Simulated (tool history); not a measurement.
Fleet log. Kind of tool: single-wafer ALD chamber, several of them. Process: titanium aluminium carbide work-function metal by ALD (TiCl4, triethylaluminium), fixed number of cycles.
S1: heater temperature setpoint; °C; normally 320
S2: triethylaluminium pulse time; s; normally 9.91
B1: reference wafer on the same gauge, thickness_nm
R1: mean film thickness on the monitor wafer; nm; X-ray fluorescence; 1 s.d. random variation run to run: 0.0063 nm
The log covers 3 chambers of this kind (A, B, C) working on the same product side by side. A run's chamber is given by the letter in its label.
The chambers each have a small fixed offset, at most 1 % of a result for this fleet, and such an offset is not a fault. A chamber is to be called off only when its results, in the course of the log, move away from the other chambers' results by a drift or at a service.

run 1A day=0.092 | S1=320 S2=9.91 | B1=1.8888 | R1=2.1652
run 2B day=0.262 | S1=320 S2=9.91 | B1=1.8912 | R1=2.1655
run 3C day=0.442 | S1=320 S2=9.91 | B1=1.8909 | R1=2.1871
run 4C day=0.558 | S1=320 S2=9.91 | B1=1.8902 | R1=2.1884
run 5A day=0.742 | S1=332 S2=8.29 | B1=1.8899 | R1=2.2229
run 6B day=0.896 | S1=332 S2=8.29 | B1=1.8900 | R1=2.2152
run 7B day=1.058 | S1=332 S2=8.29 | B1=1.8887 | R1=2.2205
run 8C day=1.208 | S1=320 S2=9.91 | B1=1.8910 | R1=2.1952
run 9A day=1.371 | S1=307 S2=9.91 | B1=1.8908 | R1=2.0561
run 10A day=1.533 | S1=307 S2=9.91 | B1=1.8892 | R1=2.0569
run 11B day=1.708 | S1=307 S2=9.91 | B1=1.8912 | R1=2.0643
run 12C day=1.796 | S1=320 S2=9.91 | B1=1.8908 | R1=2.1823
run 13C day=1.933 | S1=320 S2=9.91 | B1=1.8912 | R1=2.1793
run 14B day=2.100 | S1=320 S2=9.91 | B1=1.8901 | R1=2.1799
run 15A day=2.196 | S1=320 S2=9.91 | B1=1.8893 | R1=2.1636
run 16B day=2.288 | S1=320 S2=9.91 | B1=1.8900 | R1=2.1796
run 17C day=2.375 | S1=320 S2=9.91 | B1=1.8896 | R1=2.1863
run 18A day=2.488 | S1=320 S2=8.13 | B1=1.8896 | R1=2.1081
run 19A day=2.667 | S1=320 S2=8.13 | B1=1.8901 | R1=2.1093
run 20C day=2.850 | S1=320 S2=8.13 | B1=1.8883 | R1=2.1295

Predict what each chamber gives when all 3 of them run the settings below next.
run 21A day=2.988 | S1=320 S2=11.76 | R1=?
run 21B day=2.988 | S1=320 S2=11.76 | R1=?
run 21C day=2.988 | S1=320 S2=11.76 | R1=?

run=21A R1=2.2047
run=21B R1=2.2053
run=21C R1=2.2242
